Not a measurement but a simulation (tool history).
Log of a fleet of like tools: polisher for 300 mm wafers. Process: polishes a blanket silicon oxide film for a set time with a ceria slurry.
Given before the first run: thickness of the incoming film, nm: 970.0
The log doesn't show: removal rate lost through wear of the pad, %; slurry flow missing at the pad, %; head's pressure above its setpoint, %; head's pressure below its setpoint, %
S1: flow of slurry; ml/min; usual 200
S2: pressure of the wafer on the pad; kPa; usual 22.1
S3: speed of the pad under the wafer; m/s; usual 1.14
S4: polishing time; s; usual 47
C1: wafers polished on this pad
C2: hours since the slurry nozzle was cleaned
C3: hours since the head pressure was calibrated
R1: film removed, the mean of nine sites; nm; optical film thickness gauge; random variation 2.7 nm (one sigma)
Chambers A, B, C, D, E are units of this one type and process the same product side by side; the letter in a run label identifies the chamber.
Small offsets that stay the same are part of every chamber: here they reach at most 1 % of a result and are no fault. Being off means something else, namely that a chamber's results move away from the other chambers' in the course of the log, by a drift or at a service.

{"day": 0.117, "done": "chamber B: worn pad replaced by a new one"}
{"day": 0.267, "done": "chamber E: worn pad replaced by a new one"}
{"run": "1B", "day": 0.458, "S1": 200, "S2": 22.1, "S3": 1.14, "S4": 47, "C1": 78, "C2": 105.6, "C3": 419.4, "R1": 210.83}
{"day": 0.642, "done": "chamber E: slurry nozzle cleaned"}
{"run": "2A", "day": 0.825, "S1": 200, "S2": 22.1, "S3": 1.14, "S4": 47, "C1": 722, "C2": 232.7, "C3": 29.7, "R1": 218.15}
{"day": 0.921, "done": "chamber A: worn pad replaced by a new one"}
{"day": 1.242, "done": "chamber C: worn pad replaced by a new one"}
{"run": "3E", "day": 1.275, "S1": 200, "S2": 22.1, "S3": 1.14, "S4": 47, "C1": 231, "C2": 15.2, "C3": 428.5, "R1": 215.42}
{"day": 1.3, "done": "chamber D: worn pad replaced by a new one"}
{"run": "4C", "day": 1.725, "S1": 200, "S2": 22.1, "S3": 1.14, "S4": 47, "C1": 111, "C2": 132.7, "C3": 446.4, "R1": 216.65}
{"run": "5D", "day": 1.996, "S1": 200, "S2": 22.1, "S3": 1.14, "S4": 47, "C1": 159, "C2": 357.5, "C3": 392.6, "R1": 216.29}
{"run": "6C", "day": 2.525, "S1": 200, "S2": 22.1, "S3": 1.14, "S4": 47, "C1": 294, "C2": 151.9, "C3": 465.6, "R1": 215.01}
{"run": "7D", "day": 2.95, "S1": 200, "S2": 22.1, "S3": 1.14, "S4": 47, "C1": 377, "C2": 380.4, "C3": 415.5, "R1": 216.77}
{"run": "8E", "day": 3.338, "S1": 200, "S2": 22.1, "S3": 1.14, "S4": 47, "C1": 703, "C2": 64.7, "C3": 478.0, "R1": 217.8}
{"run": "9A", "day": 3.704, "S1": 200, "S2": 22.1, "S3": 1.14, "S4": 47, "C1": 636, "C2": 301.8, "C3": 98.8, "R1": 215.9}
{"run": "10B", "day": 4.062, "S1": 200, "S2": 22.1, "S3": 1.14, "S4": 47, "C1": 902, "C2": 192.1, "C3": 505.9, "R1": 212.48}
{"day": 4.408, "done": "chamber A: worn pad replaced by a new one"}
{"run": "11A", "day": 4.521, "S1": 200, "S2": 17.2, "S3": 1.14, "S4": 47, "C1": 25, "C2": 321.4, "C3": 118.4, "R1": 169.18}
{"day": 4.938, "done": "chamber B: worn pad replaced by a new one"}
{"run": "12B", "day": 5.096, "S1": 200, "S2": 17.2, "S3": 1.14, "S4": 47, "C1": 36, "C2": 216.9, "C3": 530.7, "R1": 165.4}
{"day": 5.104, "done": "chamber C: worn pad replaced by a new one"}
{"day": 5.512, "done": "chamber E: worn pad replaced by a new one"}
{"run": "13C", "day": 5.558, "S1": 200, "S2": 17.2, "S3": 1.14, "S4": 47, "C1": 104, "C2": 224.7, "C3": 538.4, "R1": 165.9}
{"run": "14D", "day": 5.929, "S1": 200, "S2": 17.2, "S3": 1.14, "S4": 47, "C1": 1058, "C2": 451.9, "C3": 487.0, "R1": 167.47}
{"run": "15E", "day": 6.45, "S1": 200, "S2": 17.2, "S3": 1.14, "S4": 47, "C1": 215, "C2": 139.4, "C3": 552.7, "R1": 163.67}
{"run": "16B", "day": 6.708, "S1": 160, "S2": 22.1, "S3": 1.14, "S4": 36, "C1": 405, "C2": 255.6, "C3": 569.4, "R1": 161.15}
{"day": 6.942, "done": "chamber D: worn pad replaced by a new one"}
{"run": "17D", "day": 7.183, "S1": 160, "S2": 22.1, "S3": 1.14, "S4": 36, "C1": 56, "C2": 482.0, "C3": 517.1, "R1": 160.91}
{"day": 7.542, "done": "chamber D: slurry nozzle cleaned"}
{"run": "18C", "day": 7.558, "S1": 160, "S2": 22.1, "S3": 1.14, "S4": 36, "C1": 561, "C2": 272.7, "C3": 586.4, "R1": 158.87}
{"day": 7.817, "done": "chamber A: worn pad replaced by a new one"}
{"run": "19E", "day": 7.817, "S1": 160, "S2": 22.1, "S3": 1.14, "S4": 36, "C1": 527, "C2": 172.2, "C3": 585.5, "R1": 149.34}
{"run": "20A", "day": 8.133, "S1": 160, "S2": 22.1, "S3": 1.14, "S4": 36, "C1": 72, "C2": 408.1, "C3": 205.1, "R1": 159.7}
{"run": "21D", "day": 8.679, "S1": 165, "S2": 22.1, "S3": 1.14, "S4": 47, "C1": 398, "C2": 27.4, "C3": 553.0, "R1": 211.74}
{"day": 9.004, "done": "chamber C: worn pad replaced by a new one"}
{"run": "22B", "day": 9.15, "S1": 165, "S2": 22.1, "S3": 1.14, "S4": 47, "C1": 963, "C2": 314.2, "C3": 628.0, "R1": 208.46}
{"run": "23A", "day": 9.6, "S1": 165, "S2": 22.1, "S3": 1.14, "S4": 47, "C1": 407, "C2": 443.3, "C3": 240.3, "R1": 203.4}
{"day": 9.988, "done": "chamber B: worn pad replaced by a new one"}
{"run": "24C", "day": 10.167, "S1": 165, "S2": 22.1, "S3": 1.14, "S4": 47, "C1": 266, "C2": 335.3, "C3": 649.0, "R1": 213.29}
{"run": "25E", "day": 10.696, "S1": 165, "S2": 22.1, "S3": 1.14, "S4": 47, "C1": 1185, "C2": 241.3, "C3": 654.6, "R1": 191.62}
{"day": 10.917, "done": "chamber A: worn pad replaced by a new one"}
{"run": "26D", "day": 10.988, "S1": 200, "S2": 22.1, "S3": 1.42, "S4": 62, "C1": 926, "C2": 82.8, "C3": 608.4, "R1": 350.21}
{"day": 10.996, "done": "chamber E: worn pad replaced by a new one"}
{"run": "27B", "day": 11.533, "S1": 200, "S2": 22.1, "S3": 1.42, "S4": 62, "C1": 353, "C2": 371.4, "C3": 685.2, "R1": 344.51}
{"run": "28A", "day": 12.071, "S1": 200, "S2": 22.1, "S3": 1.42, "S4": 62, "C1": 264, "C2": 502.6, "C3": 299.6, "R1": 346.96}
{"run": "29C", "day": 12.454, "S1": 200, "S2": 22.1, "S3": 1.42, "S4": 62, "C1": 789, "C2": 390.2, "C3": 703.9, "R1": 356.42}
{"run": "30E", "day": 13.033, "S1": 200, "S2": 22.1, "S3": 1.42, "S4": 62, "C1": 466, "C2": 297.4, "C3": 710.7, "R1": 326.94}
{"run": "31E", "day": 13.45, "S1": 255, "S2": 22.1, "S3": 1.14, "S4": 47, "C1": 562, "C2": 307.4, "C3": 720.7, "R1": 199.11}

Has any chamber moved away from the others, gradually or after a service, or does the common gauge drift, or do the chambers differ only by their own small steady offsets? State the chamber and the most likely cause if one applies.

One chamber, E, drifts off from the rest bit by bit.
Likeliest cause: head's pressure below its setpoint, % = 12.1.

Which of the 4 candidates below, each the usual settings with something changed and its results left as question marks, puts chamber E back in line with what the other chambers give on the usual settings?
Maximum distance from the other chambers' mean on the usual settings for a result to count as in line: R1 9.30 nm
{"run": "32E-1", "day": 13.858, "S1": 195, "S2": 22.1, "S3": 1.02, "S4": 43, "R1": "?"}
{"run": "32E-2", "day": 13.858, "S1": 200, "S2": 22.1, "S3": 1.02, "S4": 47, "R1": "?"}
{"run": "32E-3", "day": 13.858, "S1": 200, "S2": 22.1, "S3": 1.26, "S4": 47, "R1": "?"}
{"run": "32E-4", "day": 13.858, "S1": 200, "S2": 22.1, "S3": 1.36, "S4": 47, "R1": "?"}

Mean of the other chambers on the usual settings: R1 214.53 nm
run=32E-1 R1=157.41
run=32E-2 R1=172.65
run=32E-3 R1=213.43
run=32E-4 R1=230.42
32E-3 brings the chamber back in line.

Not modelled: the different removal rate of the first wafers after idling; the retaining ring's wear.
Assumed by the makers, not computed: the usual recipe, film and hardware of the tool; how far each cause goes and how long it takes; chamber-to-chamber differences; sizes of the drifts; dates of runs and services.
